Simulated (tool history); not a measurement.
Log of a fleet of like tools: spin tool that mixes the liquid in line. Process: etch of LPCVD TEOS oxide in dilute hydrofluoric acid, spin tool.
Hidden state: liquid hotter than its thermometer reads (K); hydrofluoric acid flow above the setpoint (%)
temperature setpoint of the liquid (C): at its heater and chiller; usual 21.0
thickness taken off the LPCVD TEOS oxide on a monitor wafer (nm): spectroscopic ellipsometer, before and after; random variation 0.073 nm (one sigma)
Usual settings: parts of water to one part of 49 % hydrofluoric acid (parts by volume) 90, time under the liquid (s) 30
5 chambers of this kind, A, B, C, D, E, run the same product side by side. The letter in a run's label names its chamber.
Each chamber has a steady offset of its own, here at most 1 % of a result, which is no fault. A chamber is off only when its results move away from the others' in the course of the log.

run   hour  temperature setpoint of the liquid (C)  parts of water to one part of 49 % hydrofluoric acid (parts by volume)  time under the liquid (s)  hours since the thermometer was replaced  hours since the hydrofluoric acid flow meter was replaced  read-back film thickness of the LPCVD TEOS oxide reference wafer, read on the same gauge (nm)  thickness taken off the LPCVD TEOS oxide on a monitor wafer (nm)
 1A    7.7                                    21.0                                                                      90                         30                                     821.2                                                      450.0                                                                                         70.005                                                           10.9060
      11.0  -- chamber D: hydrofluoric acid flow meter replaced
 2E   21.4                                    21.0                                                                      90                         30                                     204.7                                                      478.2                                                                                         69.993                                                           10.7040
 3B   28.8                                    21.0                                                                      90                         30                                     735.0                                                      169.2                                                                                         70.009                                                           10.9230
 4C   36.0                                    21.0                                                                      90                         30                                     407.1                                                      519.0                                                                                         70.000                                                           10.8660
 5D   48.6                                    21.0                                                                     115                         30                                    1260.6                                                       37.7                                                                                         70.005                                                            8.2644
 6D   56.8                                    21.0                                                                     115                         30                                    1268.8                                                       45.9                                                                                         70.007                                                            8.1558
 7C   63.8                                    21.0                                                                     115                         30                                     434.9                                                      546.8                                                                                         70.006                                                            8.1957
 8E   77.4                                    21.0                                                                     115                         30                                     260.7                                                      534.2                                                                                         69.991                                                            8.1953
 9B   85.0                                    21.0                                                                     115                         30                                     791.2                                                      225.4                                                                                         70.015                                                            8.2723
10A   93.6                                    21.0                                                                      90                         30                                     907.1                                                      535.9                                                                                         70.005                                                           10.8410
      94.2  -- chamber C: hydrofluoric acid flow meter replaced
11E  101.8                                    21.0                                                                      90                         30                                     285.1                                                      558.6                                                                                         70.018                                                           10.7980
12C  110.4                                    21.0                                                                      90                         30                                     481.5                                                       16.3                                                                                         69.999                                                           10.8450
13A  116.5                                    21.0                                                                      90                         30                                     930.0                                                      558.8                                                                                         69.980                                                           10.7670
14D  126.9                                    21.0                                                                      90                         30                                    1338.9                                                      116.0                                                                                         69.991                                                           10.6590
15B  134.9                                    21.0                                                                      90                         30                                     841.1                                                      275.3                                                                                         69.994                                                           10.9350
16D  142.5                                    21.0                                                                      90                         30                                    1354.5                                                      131.6                                                                                         69.991                                                           10.7460
17C  151.7                                    21.0                                                                      90                         30                                     522.8                                                       57.6                                                                                         70.004                                                           10.7950
18E  165.0                                    21.0                                                                      90                         30                                     348.3                                                      621.8                                                                                         70.003                                                           10.7830
19A  174.4                                    21.0                                                                      90                         45                                     987.9                                                      616.7                                                                                         69.989                                                           16.0950
20B  183.8                                    21.0                                                                      90                         45                                     890.0                                                      324.2                                                                                         70.010                                                           16.2840
21A  192.0                                    21.0                                                                      90                         45                                    1005.5                                                      634.3                                                                                         69.992                                                           16.3100
22C  204.1                                    21.0                                                                      90                         45                                     575.2                                                      110.0                                                                                         69.991                                                           16.6580
     212.3  -- chamber E: hydrofluoric acid flow meter replaced
23D  217.5                                    21.0                                                                      90                         45                                    1429.5                                                      206.6                                                                                         70.010                                                           15.9940
24E  223.6                                    21.0                                                                      90                         30                                     406.9                                                       11.4                                                                                         70.009                                                           10.7330
     235.0  -- chamber D: thermometer replaced
25B  235.9                                    19.5                                                                      90                         30                                     942.1                                                      376.3                                                                                         70.004                                                           10.1930
26A  247.7                                    19.5                                                                      90                         30                                    1061.2                                                      690.0                                                                                         69.999                                                           10.0770
27E  256.1                                    19.5                                                                      90                         30                                     439.4                                                       43.9                                                                                         70.007                                                           10.1340
28D  266.0                                    19.5                                                                      90                         30                                      31.0                                                      255.1                                                                                         69.982                                                           10.2060
     275.8  -- chamber B: thermometer replaced
29B  277.7                                    19.5                                                                      90                         30                                       2.0                                                      418.1                                                                                         69.995                                                           10.3080
30C  285.5                                    21.0                                                                      90                         30                                     656.6                                                      191.4                                                                                         69.991                                                           11.2720
31D  295.3                                    21.0                                                                      90                         30                                      60.3                                                      284.4                                                                                         70.002                                                           10.6230
32E  303.7                                    21.0                                                                      90                         30                                     487.0                                                       91.5                                                                                         69.998                                                           10.7890

All 5 chambers run these settings next. Forecast each chamber's results:
33A  313.5                                    21.0                                                                      90                         40                                                                                                                                                                                                                                                                     ?
33B  313.5                                    21.0                                                                      90                         40                                                                                                                                                                                                                                                                     ?
33C  313.5                                    21.0                                                                      90                         40                                                                                                                                                                                                                                                                     ?
33D  313.5                                    21.0                                                                      90                         40                                                                                                                                                                                                                                                                     ?
33E  313.5                                    21.0                                                                      90                         40                                                                                                                                                                                                                                                                     ?

run  thickness taken off the LPCVD TEOS oxide on a monitor wafer (nm)
33A                                                           14.5950
33B                                                           14.5390
33C                                                           15.3080
33D                                                           14.2510
33E                                                           14.3850
